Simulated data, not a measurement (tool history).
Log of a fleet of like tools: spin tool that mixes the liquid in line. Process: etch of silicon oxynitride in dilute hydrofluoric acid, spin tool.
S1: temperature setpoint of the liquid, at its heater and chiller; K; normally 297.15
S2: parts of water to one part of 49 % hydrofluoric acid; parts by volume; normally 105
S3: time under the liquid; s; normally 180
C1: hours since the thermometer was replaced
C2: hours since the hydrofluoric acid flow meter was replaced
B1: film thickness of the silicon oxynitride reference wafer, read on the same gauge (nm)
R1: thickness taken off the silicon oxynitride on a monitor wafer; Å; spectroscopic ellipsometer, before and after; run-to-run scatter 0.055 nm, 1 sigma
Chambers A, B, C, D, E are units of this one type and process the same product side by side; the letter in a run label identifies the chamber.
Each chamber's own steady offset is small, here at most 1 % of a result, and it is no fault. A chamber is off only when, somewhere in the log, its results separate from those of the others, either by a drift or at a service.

{"run": "1E", "hour": 8.5, "S1": 297.15, "S2": 105, "S3": 180, "C1": 1355.3, "C2": 306.2, "B1": 29.992, "R1": 58.44}
{"run": "2A", "hour": 19.5, "S1": 297.15, "S2": 105, "S3": 180, "C1": 477.1, "C2": 1140.8, "B1": 30.002, "R1": 58.296}
{"run": "3C", "hour": 31.9, "S1": 297.15, "S2": 105, "S3": 180, "C1": 1065.6, "C2": 146.4, "B1": 30.001, "R1": 57.75}
{"run": "4B", "hour": 40.0, "S1": 297.15, "S2": 105, "S3": 180, "C1": 2063.1, "C2": 819.2, "B1": 30.019, "R1": 58.001}
{"run": "5D", "hour": 55.4, "S1": 297.15, "S2": 105, "S3": 180, "C1": 1287.1, "C2": 75.1, "B1": 29.986, "R1": 58.424}
{"run": "6A", "hour": 67.9, "S1": 297.15, "S2": 105, "S3": 180, "C1": 525.5, "C2": 1189.2, "B1": 29.997, "R1": 57.561}
{"run": "7D", "hour": 80.7, "S1": 297.15, "S2": 105, "S3": 180, "C1": 1312.4, "C2": 100.4, "B1": 30.015, "R1": 59.847}
{"run": "8C", "hour": 93.6, "S1": 297.15, "S2": 105, "S3": 180, "C1": 1127.3, "C2": 208.1, "B1": 30.021, "R1": 58.573}
{"run": "9E", "hour": 103.7, "S1": 297.15, "S2": 105, "S3": 180, "C1": 1450.5, "C2": 401.4, "B1": 30.025, "R1": 57.195}
{"run": "10B", "hour": 115.2, "S1": 300.65, "S2": 140, "S3": 180, "C1": 2138.3, "C2": 894.4, "B1": 29.992, "R1": 50.605}
{"run": "11D", "hour": 122.9, "S1": 300.65, "S2": 140, "S3": 180, "C1": 1354.6, "C2": 142.6, "B1": 30.01, "R1": 49.704}
{"run": "12B", "hour": 137.7, "S1": 300.65, "S2": 140, "S3": 180, "C1": 2160.8, "C2": 916.9, "B1": 30.019, "R1": 50.098}
{"run": "13E", "hour": 149.2, "S1": 300.65, "S2": 140, "S3": 180, "C1": 1496, "C2": 446.9, "B1": 29.999, "R1": 48.412}
{"run": "14C", "hour": 160.6, "S1": 300.65, "S2": 140, "S3": 180, "C1": 1194.3, "C2": 275.1, "B1": 29.995, "R1": 49.904}
{"run": "15A", "hour": 170.7, "S1": 297.15, "S2": 105, "S3": 180, "C1": 628.3, "C2": 1292, "B1": 30.016, "R1": 58.353}
{"run": "16D", "hour": 186.7, "S1": 297.15, "S2": 105, "S3": 180, "C1": 1418.4, "C2": 206.4, "B1": 30, "R1": 58.754}
{"run": "17E", "hour": 202.3, "S1": 297.15, "S2": 105, "S3": 180, "C1": 1549.1, "C2": 500, "B1": 29.992, "R1": 56.434}
{"run": "18B", "hour": 209.7, "S1": 297.15, "S2": 105, "S3": 180, "C1": 2232.8, "C2": 988.9, "B1": 29.998, "R1": 58.269}
{"run": "19C", "hour": 223.9, "S1": 297.15, "S2": 105, "S3": 180, "C1": 1257.6, "C2": 338.4, "B1": 30.002, "R1": 59.022}
{"run": "20A", "hour": 239.5, "S1": 297.15, "S2": 105, "S3": 180, "C1": 697.1, "C2": 1360.8, "B1": 29.994, "R1": 56.082}
{"run": "21C", "hour": 248.1, "S1": 297.15, "S2": 105, "S3": 180, "C1": 1281.8, "C2": 362.6, "B1": 30.019, "R1": 58.675}
{"run": "22E", "hour": 259.1, "S1": 297.15, "S2": 105, "S3": 180, "C1": 1605.9, "C2": 556.8, "B1": 29.998, "R1": 57.743}
{"hour": 261.2, "done": "chamber D: thermometer replaced"}
{"run": "23B", "hour": 270.9, "S1": 297.15, "S2": 105, "S3": 180, "C1": 2294, "C2": 1050.1, "B1": 29.999, "R1": 58.348}
{"run": "24D", "hour": 280.3, "S1": 297.15, "S2": 105, "S3": 180, "C1": 19.1, "C2": 300, "B1": 29.989, "R1": 58.255}
{"run": "25A", "hour": 288.1, "S1": 297.15, "S2": 105, "S3": 180, "C1": 745.7, "C2": 1409.4, "B1": 30.008, "R1": 55.632}
{"run": "26E", "hour": 300.9, "S1": 297.15, "S2": 105, "S3": 180, "C1": 1647.7, "C2": 598.6, "B1": 30.043, "R1": 57.74}
{"run": "27D", "hour": 315.5, "S1": 297.15, "S2": 140, "S3": 245, "C1": 54.3, "C2": 335.2, "B1": 30.023, "R1": 58.684}
{"run": "28B", "hour": 328.6, "S1": 297.15, "S2": 140, "S3": 245, "C1": 2351.7, "C2": 1107.8, "B1": 29.999, "R1": 58.107}
{"hour": 342.5, "done": "chamber C: hydrofluoric acid flow meter replaced"}
{"run": "29A", "hour": 343.6, "S1": 297.15, "S2": 140, "S3": 245, "C1": 801.2, "C2": 1464.9, "B1": 29.987, "R1": 52.453}
{"run": "30C", "hour": 358.7, "S1": 297.15, "S2": 140, "S3": 245, "C1": 1392.4, "C2": 16.2, "B1": 29.973, "R1": 58.323}
{"run": "31A", "hour": 365.9, "S1": 297.15, "S2": 140, "S3": 245, "C1": 823.5, "C2": 1487.2, "B1": 30.01, "R1": 53.321}
{"run": "32B", "hour": 374.7, "S1": 297.15, "S2": 105, "S3": 180, "C1": 2397.8, "C2": 1153.9, "B1": 30.001, "R1": 57.645}
{"run": "33C", "hour": 384.7, "S1": 297.15, "S2": 90, "S3": 180, "C1": 1418.4, "C2": 42.2, "B1": 29.999, "R1": 69.475}
{"run": "34E", "hour": 392.7, "S1": 297.15, "S2": 90, "S3": 180, "C1": 1739.5, "C2": 690.4, "B1": 30.02, "R1": 67.947}
{"run": "35D", "hour": 408.3, "S1": 297.15, "S2": 90, "S3": 180, "C1": 147.1, "C2": 428, "B1": 29.986, "R1": 68.655}
{"run": "36C", "hour": 415.4, "S1": 297.15, "S2": 90, "S3": 180, "C1": 1449.1, "C2": 72.9, "B1": 30.012, "R1": 69.376}

All 5 chambers run these settings next. Forecast each chamber's results:
{"run": "37A", "hour": 427.1, "S1": 297.15, "S2": 105, "S3": 180, "R1": "?"}
{"run": "37B", "hour": 427.1, "S1": 297.15, "S2": 105, "S3": 180, "R1": "?"}
{"run": "37C", "hour": 427.1, "S1": 297.15, "S2": 105, "S3": 180, "R1": "?"}
{"run": "37D", "hour": 427.1, "S1": 297.15, "S2": 105, "S3": 180, "R1": "?"}
{"run": "37E", "hour": 427.1, "S1": 297.15, "S2": 105, "S3": 180, "R1": "?"}

run=37A R1=52.232
run=37B R1=57.116
run=37C R1=58.782
run=37D R1=58.455
run=37E R1=57.021
